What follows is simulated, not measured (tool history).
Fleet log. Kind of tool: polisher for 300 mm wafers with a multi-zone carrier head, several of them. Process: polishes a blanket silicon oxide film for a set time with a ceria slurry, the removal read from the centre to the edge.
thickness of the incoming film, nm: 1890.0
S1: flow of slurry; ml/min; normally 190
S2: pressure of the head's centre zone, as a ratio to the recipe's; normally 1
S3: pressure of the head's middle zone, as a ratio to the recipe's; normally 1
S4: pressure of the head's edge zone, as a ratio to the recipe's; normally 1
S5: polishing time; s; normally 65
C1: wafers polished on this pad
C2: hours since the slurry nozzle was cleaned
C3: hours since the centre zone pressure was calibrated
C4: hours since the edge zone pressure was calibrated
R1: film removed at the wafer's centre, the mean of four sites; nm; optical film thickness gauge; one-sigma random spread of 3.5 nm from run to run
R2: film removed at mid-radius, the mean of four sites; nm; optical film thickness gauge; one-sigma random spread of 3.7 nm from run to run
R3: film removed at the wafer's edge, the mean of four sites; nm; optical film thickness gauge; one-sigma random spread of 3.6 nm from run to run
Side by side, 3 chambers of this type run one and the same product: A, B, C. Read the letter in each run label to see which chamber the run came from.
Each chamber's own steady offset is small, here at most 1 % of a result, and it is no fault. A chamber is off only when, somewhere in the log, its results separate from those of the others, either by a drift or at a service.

run   hour   S1    S2    S3    S4  S5    C1     C2      C3     C4      R1      R2      R3
 1B    7.6  190     1     1     1  65   340  342.2     357  584.4  282.94   279.7  282.02
      12.5  -- chamber A: slurry nozzle cleaned
 2A   15.2  190     1     1     1  65   532    2.7   310.7  340.6  279.07  276.62  280.07
 3C   21.6  190     1     1     1  65   484  578.4  1087.8  659.4  281.69  282.11  282.35
 4C   26.2  190     1     1     1  65   519    583  1092.4    664  288.93  277.56  282.06
 5A     32  190     1     1     1  65   661   19.5   327.5  357.4   286.3  284.86  280.51
 6B   38.1  190     1     1     1  65   576  372.7   387.5  614.9  287.19  285.27  278.57
 7A   45.9  190     1     1     1  65   769   33.4   341.4  371.3  282.13  282.61  285.12
 8B   53.6  190     1     1     1  65   695  388.2     403  630.4   283.1  278.06  292.34
      57.5  -- chamber A: worn pad replaced by a new one
 9C   63.2  190     1     1     1  65   805    620  1129.4    701  275.95  275.82  276.44
10C   67.9  190     1     1     1  65   841  624.7  1134.1  705.7  282.18  283.83  281.37
11A   73.4  240  1.06     1     1  65   122   60.9   368.9  398.8  309.02  291.25  291.54
      77.6  -- chamber B: centre zone pressure recalibrated
12B   83.7  240  1.06     1     1  65   928  418.3     6.2  660.5   277.9  288.69  292.06
13A   88.7  240  1.06     1     1  65   240   76.2   384.2  414.1  309.49  290.39   290.4
      89.9  -- chamber B: worn pad replaced by a new one
14B   94.6  190     1     1     1  65    37  429.2    17.1  671.4  248.36  278.43  288.12
15C   99.2  190     1     1     1  65  1083    656  1165.4    737  278.63  277.13  283.87
16A  104.1  190     1     1     1  65   359   91.6   399.6  429.5  279.82   282.3   284.4
17C  110.2  190     1  0.91     1  56  1168    667  1176.4    748  247.02  227.18  244.57
18B  116.2  190     1  0.91     1  56   203  450.8    38.7    693  216.44  225.04  244.89
19C  122.5  190     1  0.91     1  56  1263  679.3  1188.7  760.3  242.51  225.02  241.34
20B  127.2  190     1     1     1  65   288  461.8    49.7    704  246.06  278.87  280.73
21A  132.9  190     1     1     1  65   582  120.4   428.4  458.3  275.87  276.49  282.82
22B  138.6  190     1     1     1  65   376  473.2    61.1  715.4  251.51  280.65  280.06
23C  148.7  190     1     1     1  65  1465  705.5  1214.9  786.5  280.73  288.66  283.67
24A  153.7  190     1     1     1  65   742  141.2   449.2  479.1  282.62  284.43  277.56
25A  160.6  190     1  0.95  1.12  65   796  148.1   456.1    486  285.67  266.47  293.51
26B  166.4  190     1  0.95  1.12  65   591    501    88.9  743.2  249.24  273.23  300.32
       173  -- chamber C: worn pad replaced by a new one
27C  174.3  190     1  0.95  1.12  65    10  731.1  1240.5  812.1  271.98  267.63  298.81

One chamber off, gauge drift, or nothing amiss beyond the chambers' own small offsets? If it is a chamber, which one, and what is the likeliest cause?

A service left chamber B off against the others.
Cause: centre zone's pressure below its setpoint, % = 10.6.

Below are 4 candidate recipes for chamber B's next run, each the usual settings with a change, their results shown as question marks. Which of them brings B's results back in line with what the other chambers give on the usual settings?
Maximum distance from the other chambers' mean on the usual settings for a result to count as in line: R1 12 nm; R2 13 nm; R3 13 nm
28B-1  181.6  180  0.85  1.02  1.05  64                   ?   ?   ?
28B-2  181.6  200  1.15  0.98  0.95  66                   ?   ?   ?
28B-3  181.6  185  0.91  1.01  1.03  64                   ?   ?   ?
28B-4  181.6  195  1.09  0.99  0.97  66                   ?   ?   ?

The mean the other chambers reach with the usual settings: R1 281.49 nm; R2 282.26 nm; R3 281.78 nm
  run      R1      R2      R3
28B-1  202.75  276.82  284.25
28B-2  298.72  279.49   281.9
28B-3  220.17   275.5  282.35
28B-4  280.39  281.08  284.06
The answer is 28B-4, which returns the chamber to within the allowed miss of the others.
